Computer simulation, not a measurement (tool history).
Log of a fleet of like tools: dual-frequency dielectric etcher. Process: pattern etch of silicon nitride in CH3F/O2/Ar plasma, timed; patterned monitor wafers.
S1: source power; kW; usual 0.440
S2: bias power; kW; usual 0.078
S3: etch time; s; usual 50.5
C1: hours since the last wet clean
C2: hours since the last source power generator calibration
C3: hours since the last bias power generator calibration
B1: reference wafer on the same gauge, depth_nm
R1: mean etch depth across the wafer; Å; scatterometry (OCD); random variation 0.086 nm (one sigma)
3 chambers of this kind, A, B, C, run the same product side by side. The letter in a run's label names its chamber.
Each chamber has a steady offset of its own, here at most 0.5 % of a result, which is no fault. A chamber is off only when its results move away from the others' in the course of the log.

Run 1B, hour 7.4: usual settings; C1 186.2; C2 4542.3; C3 5259.5; B1 33.092. Result: R1 376.87 Å.
Run 2A, hour 12.1: usual settings; C1 235.7; C2 416.8; C3 3364.1; B1 33.110. Result: R1 375.03 Å.
Run 3C, hour 20.4: usual settings; C1 249.9; C2 1686.4; C3 55.0; B1 33.100. Result: R1 377.80 Å.
Run 4B, hour 27.8: usual settings; C1 206.6; C2 4562.7; C3 5279.9; B1 33.099. Result: R1 375.77 Å.
At hour 31.8: chamber B: bias power generator calibrated.
Run 5A, hour 33.0: usual settings; C1 256.6; C2 437.7; C3 3385.0; B1 33.100. Result: R1 375.92 Å.
Run 6C, hour 39.3: usual settings; C1 268.8; C2 1705.3; C3 73.9; B1 33.088. Result: R1 378.21 Å.
Run 7C, hour 44.8: usual settings; C1 274.3; C2 1710.8; C3 79.4; B1 33.106. Result: R1 379.83 Å.
Run 8B, hour 53.1: usual settings; C1 231.9; C2 4588.0; C3 21.3; B1 33.100. Result: R1 375.24 Å.
Run 9A, hour 61.5: usual settings but S3 56.5 s; C1 285.1; C2 466.2; C3 3413.5; B1 33.099. Result: R1 418.83 Å.
Run 10B, hour 67.7: usual settings but S3 56.5 s; C1 246.5; C2 4602.6; C3 35.9; B1 33.097. Result: R1 420.78 Å.
Run 11C, hour 72.5: usual settings but S3 56.5 s; C1 302.0; C2 1738.5; C3 107.1; B1 33.119. Result: R1 423.14 Å.
Run 12A, hour 77.5: usual settings; C1 301.1; C2 482.2; C3 3429.5; B1 33.104. Result: R1 373.96 Å.
Run 13C, hour 84.2: usual settings; C1 313.7; C2 1750.2; C3 118.8; B1 33.103. Result: R1 378.79 Å.
Run 14B, hour 89.1: usual settings; C1 267.9; C2 4624.0; C3 57.3; B1 33.092. Result: R1 376.98 Å.
Run 15A, hour 93.3: usual settings; C1 316.9; C2 498.0; C3 3445.3; B1 33.103. Result: R1 374.26 Å.
Run 16B, hour 98.9: usual settings; C1 277.7; C2 4633.8; C3 67.1; B1 33.106. Result: R1 376.83 Å.
Run 17C, hour 104.3: usual settings; C1 333.8; C2 1770.3; C3 138.9; B1 33.089. Result: R1 378.36 Å.
Run 18A, hour 110.0: usual settings; C1 333.6; C2 514.7; C3 3462.0; B1 33.102. Result: R1 372.30 Å.
Run 19B, hour 116.5: usual settings; C1 295.3; C2 4651.4; C3 84.7; B1 33.101. Result: R1 378.17 Å.
Run 20A, hour 124.8: usual settings; C1 348.4; C2 529.5; C3 3476.8; B1 33.090. Result: R1 372.12 Å.
At hour 126.5: chamber C: wet clean of the chamber.
Run 21C, hour 132.0: usual settings; C1 5.6; C2 1798.0; C3 166.6; B1 33.116. Result: R1 378.00 Å.
Run 22B, hour 138.5: usual settings but S1 0.350 kW, S2 0.065 kW; C1 317.3; C2 4673.4; C3 106.7; B1 33.082. Result: R1 325.01 Å.
Run 23C, hour 145.5: usual settings but S1 0.350 kW, S2 0.065 kW; C1 19.1; C2 1811.5; C3 180.1; B1 33.103. Result: R1 326.45 Å.
Run 24A, hour 149.3: usual settings but S1 0.350 kW, S2 0.065 kW; C1 372.9; C2 554.0; C3 3501.3; B1 33.097. Result: R1 321.90 Å.
Run 25B, hour 156.6: usual settings; C1 335.4; C2 4691.5; C3 124.8; B1 33.108. Result: R1 377.73 Å.
Run 26A, hour 162.1: usual settings but S2 0.071 kW, S3 58.5 s; C1 385.7; C2 566.8; C3 3514.1; B1 33.109. Result: R1 416.98 Å.
Run 27C, hour 167.4: usual settings but S2 0.071 kW, S3 58.5 s; C1 41.0; C2 1833.4; C3 202.0; B1 33.114. Result: R1 424.43 Å.
Run 28B, hour 173.5: usual settings but S2 0.071 kW, S3 58.5 s; C1 352.3; C2 4708.4; C3 141.7; B1 33.091. Result: R1 424.15 Å.
Run 29A, hour 182.1: usual settings; C1 405.7; C2 586.8; C3 3534.1; B1 33.097. Result: R1 371.97 Å.
Run 30C, hour 185.9: usual settings; C1 59.5; C2 1851.9; C3 220.5; B1 33.122. Result: R1 379.13 Å.
Run 31B, hour 193.9: usual settings but S2 0.062 kW; C1 372.7; C2 4728.8; C3 162.1; B1 33.113. Result: R1 349.85 Å.
Run 32A, hour 197.9: usual settings but S2 0.062 kW; C1 421.5; C2 602.6; C3 3549.9; B1 33.114. Result: R1 344.05 Å.
At hour 202.0: chamber B: source power generator calibrated.
Run 33C, hour 205.9: usual settings but S2 0.062 kW; C1 79.5; C2 1871.9; C3 240.5; B1 33.114. Result: R1 349.24 Å.
Run 34A, hour 212.5: usual settings but S3 64.0 s; C1 436.1; C2 617.2; C3 3564.5; B1 33.100. Result: R1 470.12 Å.
Run 35C, hour 218.6: usual settings but S3 64.0 s; C1 92.2; C2 1884.6; C3 253.2; B1 33.110. Result: R1 479.95 Å.
Run 36B, hour 224.3: usual settings but S3 64.0 s; C1 403.1; C2 22.4; C3 192.5; B1 33.115. Result: R1 477.50 Å.
Run 37B, hour 231.0: usual settings; C1 409.8; C2 29.1; C3 199.2; B1 33.127. Result: R1 376.22 Å.
Run 38C, hour 238.6: usual settings; C1 112.2; C2 1904.6; C3 273.2; B1 33.103. Result: R1 379.14 Å.
Run 39A, hour 245.7: usual settings; C1 469.3; C2 650.4; C3 3597.7; B1 33.105. Result: R1 367.94 Å.

Next, every chamber runs the same settings. What will each give?
Run 40A, hour 251.9: usual settings. Result: R1 ?.
Run 40B, hour 251.9: usual settings. Result: R1 ?.
Run 40C, hour 251.9: usual settings. Result: R1 ?.

run      R1
40A  370.36
40B  376.46
40C  378.84
